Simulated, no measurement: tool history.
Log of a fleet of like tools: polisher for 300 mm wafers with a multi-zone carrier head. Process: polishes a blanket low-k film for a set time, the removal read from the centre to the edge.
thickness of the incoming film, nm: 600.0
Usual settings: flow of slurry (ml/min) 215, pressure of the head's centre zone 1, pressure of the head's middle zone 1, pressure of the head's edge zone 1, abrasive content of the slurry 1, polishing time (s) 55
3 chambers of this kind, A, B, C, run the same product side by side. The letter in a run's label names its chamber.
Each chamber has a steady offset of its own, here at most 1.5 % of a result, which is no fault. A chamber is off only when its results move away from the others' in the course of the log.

run   hour  flow of slurry (ml/min)  pressure of the head's centre zone  pressure of the head's middle zone  pressure of the head's edge zone  abrasive content of the slurry  polishing time (s)  wafers polished on this pad  hours since the slurry nozzle was cleaned  hours since the centre zone pressure was calibrated  hours since the edge zone pressure was calibrated  film removed at the wafer's centre (nm)  film removed at mid-radius (nm)  film removed at the wafer's edge (nm)
 1C    9.8                      215                                   1                                   1                                 1                               1                  55                          969                                       97.8                                                244.4                                              328.9                                   22.834                            23.34                                 23.137
      15.8  -- chamber C: worn pad replaced by a new one
 2B   17.3                      215                                   1                                   1                                 1                               1                  55                          219                                      437.7                                                  616                                              771.4                                   22.992                           22.246                                 22.813
 3A   23.8                      215                                   1                                   1                                 1                               1                  55                          372                                      218.7                                                415.2                                              738.6                                   23.095                           22.804                                 22.912
 4B   31.7                      215                                   1                                   1                                 1                               1                  55                          383                                      452.1                                                630.4                                              785.8                                   22.953                           23.116                                 22.941
      31.9  -- chamber A: centre zone pressure recalibrated
 5C   41.7                      215                                   1                                   1                                 1                               1                  55                          295                                      129.7                                                276.3                                              360.8                                   23.024                           23.158                                 22.718
 6A   51.4                      215                                   1                                   1                                 1                               1                  55                          687                                      246.3                                                 19.5                                              766.2                                   22.536                           22.567                                 23.159
 7C   57.5                      215                                   1                                   1                                 1                               1                  55                          475                                      145.5                                                292.1                                              376.6                                   23.039                           23.365                                 22.975
 8A   62.7                      215                                   1                                   1                                 1                               1                  55                          815                                      257.6                                                 30.8                                              777.5                                   22.748                           23.446                                 23.343
 9B   68.1                      215                                   1                                   1                                 1                               1                  55                          798                                      488.5                                                666.8                                              822.2                                   23.116                            22.82                                 22.859
10B     75                      215                                   1                                   1                                 1                               1                  55                          876                                      495.4                                                673.7                                              829.1                                    23.18                            22.69                                 23.112
11A   79.5                      215                                   1                                   1                                 1                               1                  55                         1007                                      274.4                                                 47.6                                              794.3                                   22.997                            23.01                                 22.984
      80.4  -- chamber A: worn pad replaced by a new one
12C   88.4                      215                                   1                                   1                                 1                               1                  55                          827                                      176.4                                                  323                                              407.5                                   23.299                           22.618                                 22.874
13C   93.3                      215                                   1                                   1                                 1                               1                  55                          883                                      181.3                                                327.9                                              412.4                                   22.897                           22.997                                 23.119
      99.5  -- chamber C: worn pad replaced by a new one
14B  103.4                      215                                   1                                   1                                 1                               1                  55                         1200                                      523.8                                                702.1                                              857.5                                   22.947                           23.078                                 23.087
       110  -- chamber B: worn pad replaced by a new one
15A    110                      215                                   1                                   1                                 1                               1                  55                          337                                      304.9                                                 78.1                                              824.8                                    22.43                           22.881                                 22.848
16A  116.1                      215                                   1                                   1                                 1                               1                  55                          407                                        311                                                 84.2                                              830.9                                   22.855                           22.571                                 22.832
17C    124                      215                                   1                                   1                                 1                               1                  55                          279                                        212                                                358.6                                              443.1                                   23.065                           22.744                                 22.986
     130.4  -- chamber B: slurry nozzle cleaned
18B  131.1                      215                                   1                                   1                                 1                               1                  55                          240                                        0.7                                                729.8                                              885.2                                   22.778                           22.959                                  23.06
19C  140.3                      215                                   1                                   1                                 1                               1                  55                          465                                      228.3                                                374.9                                              459.4                                   23.078                            22.82                                 23.001
20B  147.7                      215                                   1                                   1                                 1                               1                  55                          429                                       17.3                                                746.4                                              901.8                                   22.697                           23.154                                 22.943
21A  156.5                      215                                   1                                   1                                 1                               1                  55                          867                                      351.4                                                124.6                                              871.3                                   22.116                           21.493                                 22.437
22C  161.6                      215                                   1                                   1                                 1                               1                  55                          708                                      249.6                                                396.2                                              480.7                                   22.721                           23.283                                 22.926
     163.5  -- chamber A: worn pad replaced by a new one
23A  168.5                      255                                   1                                   1                                 1                               1                  55                           57                                      363.4                                                136.6                                              883.3                                   22.474                            22.96                                 23.164
24B    177                      255                                   1                                   1                                 1                               1                  55                          763                                       46.6                                                775.7                                              931.1                                   23.573                            23.55                                 23.545
25C  181.5                      255                                   1                                   1                                 1                               1                  55                          934                                      269.5                                                416.1                                              500.6                                   23.534                            23.39                                 23.541
26A  189.6                      215                                   1                                   1                                 1                               1                  55                          297                                      384.5                                                157.7                                              904.4                                   21.774                           21.806                                 22.565
27B  195.3                      215                                   1                                   1                                 1                               1                  55                          972                                       64.9                                                  794                                              949.4                                   22.555                           22.683                                 22.828
     198.4  -- chamber C: centre zone pressure recalibrated
     202.8  -- chamber C: worn pad replaced by a new one
28C  203.9                      215                                   1                                   1                                 1                               1                  55                           12                                      291.9                                                  5.6                                                523                                   22.753                           22.764                                 23.133
29A  210.9                      215                                   1                                   1                                 1                               1                  55                          540                                      405.8                                                  179                                              925.7                                   21.576                           21.807                                 21.971
30B  219.4                      215                                   1                                   1                                 1                               1                  55                         1246                                         89                                                818.1                                              973.5                                   22.738                           22.858                                 23.135
     228.2  -- chamber B: worn pad replaced by a new one
31B  228.2                      215                                1.08                                   1                              0.96                               1                  55                            0                                       97.8                                                826.9                                              982.3                                   25.031                           22.917                                 22.651
32A  234.9                      215                                1.08                                   1                              0.96                               1                  55                          813                                      429.8                                                  203                                              949.7                                   23.122                           21.073                                 21.474
33C  244.7                      215                                1.08                                   1                              0.96                               1                  55                          477                                      332.7                                                 46.4                                              563.8                                   24.914                           22.647                                 22.532
34C  254.8                      215                                   1                                   1                                 1                               1                  55                          592                                      342.8                                                 56.5                                              573.9                                   22.922                           22.838                                 23.073

Is one chamber off against the others, does the gauge drift, or is nothing wrong? If a chamber is off, say which, and what the likeliest cause is.

Chamber A drifts away from the others.
Cause: slurry flow missing at the pad, % = 40.

Here are 4 candidates for chamber A's next run, each the usual settings with a change, their results left as question marks. Which one brings its results back in line with what the others give on the usual settings?
In line means no further than this from the other chambers' mean on the usual settings: film removed at the wafer's centre (nm) 0.72; film removed at mid-radius (nm) 1.2; film removed at the wafer's edge (nm) 0.57
35A-1  262.1                      210                                0.99                                0.99                              1.01                               1                  54                                                                                                                                                                                                                        ?                                ?                                      ?
35A-2  262.1                      225                                1.02                                1.03                              0.98                               1                  59                                                                                                                                                                                                                        ?                                ?                                      ?
35A-3  262.1                      205                                0.98                                0.98                              1.02                               1                  52                                                                                                                                                                                                                        ?                                ?                                      ?
35A-4  262.1                      220                                1.01                                1.01                              0.99                               1                  56                                                                                                                                                                                                                        ?                                ?                                      ?

The other chambers' mean on the usual settings: film removed at the wafer's centre (nm) 22.94; film removed at mid-radius (nm) 22.994; film removed at the wafer's edge (nm) 22.994
  run  film removed at the wafer's centre (nm)  film removed at mid-radius (nm)  film removed at the wafer's edge (nm)
35A-1                                   19.948                           20.102                                  21.34
35A-2                                   22.926                           23.114                                 23.194
35A-3                                   18.873                           19.074                                 20.577
35A-4                                   21.403                           21.448                                 22.059
35A-2 brings the chamber back in line.
